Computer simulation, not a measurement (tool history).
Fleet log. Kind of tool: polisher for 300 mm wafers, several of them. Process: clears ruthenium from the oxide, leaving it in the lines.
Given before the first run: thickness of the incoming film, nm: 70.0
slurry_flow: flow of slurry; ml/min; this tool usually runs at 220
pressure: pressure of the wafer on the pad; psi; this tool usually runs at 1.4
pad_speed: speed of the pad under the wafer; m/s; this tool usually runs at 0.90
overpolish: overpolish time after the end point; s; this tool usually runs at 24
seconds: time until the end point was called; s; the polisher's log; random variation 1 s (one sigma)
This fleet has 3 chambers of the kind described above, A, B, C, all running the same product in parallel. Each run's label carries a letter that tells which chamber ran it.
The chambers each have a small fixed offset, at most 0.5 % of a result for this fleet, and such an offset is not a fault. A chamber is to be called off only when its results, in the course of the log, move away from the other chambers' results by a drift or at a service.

run    day  slurry_flow  pressure  pad_speed  overpolish  seconds
 1B  0.262          220       1.4       0.90          24   115.04
     0.271  -- chamber A: slurry nozzle cleaned
 2A  0.396          220       1.4       0.90          24   116.38
 3C  0.567          220       1.4       0.90          24   116.06
 4A  0.746          220       1.4       0.90          24   115.53
 5B  0.888          220       1.4       0.90          24   116.61
 6C  1.083          220       1.4       0.90          24   116.31
     1.088  -- chamber C: worn pad replaced by a new one
 7B  1.308          220       1.4       0.90          24   115.41
 8A  1.562          220       1.4       0.90          24   115.53
 9C  1.725          220       1.4       0.90          24   116.69
10B  1.858          220       1.4       0.90          24   115.20
11C  2.154          220       1.4       0.90          24   116.19
12A  2.417          220       1.4       0.90          24   114.31
13C  2.688          220       1.4       0.90          24   115.82
14B  2.942          220       1.4       0.90          24   113.84
15A  3.238          220       1.4       0.90          24   116.53
     3.362  -- chamber A: head pressure recalibrated
16C  3.450          220       1.4       0.90          24   116.12
     3.696  -- chamber C: worn pad replaced by a new one
17A  3.696          220       1.4       0.90          24   115.55
18B  3.917          220       1.4       0.90          24   117.62
19B  4.088          220       1.4       0.90          24   115.61
     4.279  -- chamber C: slurry nozzle cleaned
20C  4.292          220       1.4       0.90          24   114.99
21A  4.562          220       1.4       0.90          24   119.87
22B  4.771          220       1.4       0.90          24   116.01
23C  4.946          220       1.4       0.90          24   114.31
     5.117  -- chamber B: worn pad replaced by a new one
24A  5.229          220       1.4       0.90          24   119.81
25B  5.412          220       1.0       0.90          24   161.17
26C  5.600          220       1.0       0.90          24   166.69
27A  5.888          220       1.0       0.90          24   166.01
28B  6.142          220       1.4       0.90          24   114.84
29C  6.379          220       1.4       0.90          24   114.81
30A  6.629          220       1.4       0.90          24   122.41
     6.679  -- chamber C: worn pad replaced by a new one
31B  6.825          220       1.4       0.90          24   115.28
32A  7.083          220       1.4       0.90          24   119.83
33C  7.304          220       1.4       0.90          24   115.56
34C  7.567          220       1.4       0.90          24   116.34
35B  7.704          220       1.2       0.76          24   160.89
36A  7.875          220       1.2       0.76          24   166.53
37B  8.158          220       1.2       0.76          24   159.88
38C  8.371          220       1.4       0.90          24   115.69
39A  8.529          220       1.4       0.90          24   123.82
40B  8.750          220       1.4       0.90          24   115.05
41A  9.017          220       1.4       0.90          24   122.49

The same settings go to every chamber for the next run, one line per chamber below. Forecast the results for each:
42A  9.229          220       1.4       0.90          24        ?
42B  9.229          220       1.4       0.90          24        ?
42C  9.229          220       1.4       0.90          24        ?

run  seconds
42A   123.47
42B   116.26
42C   115.95
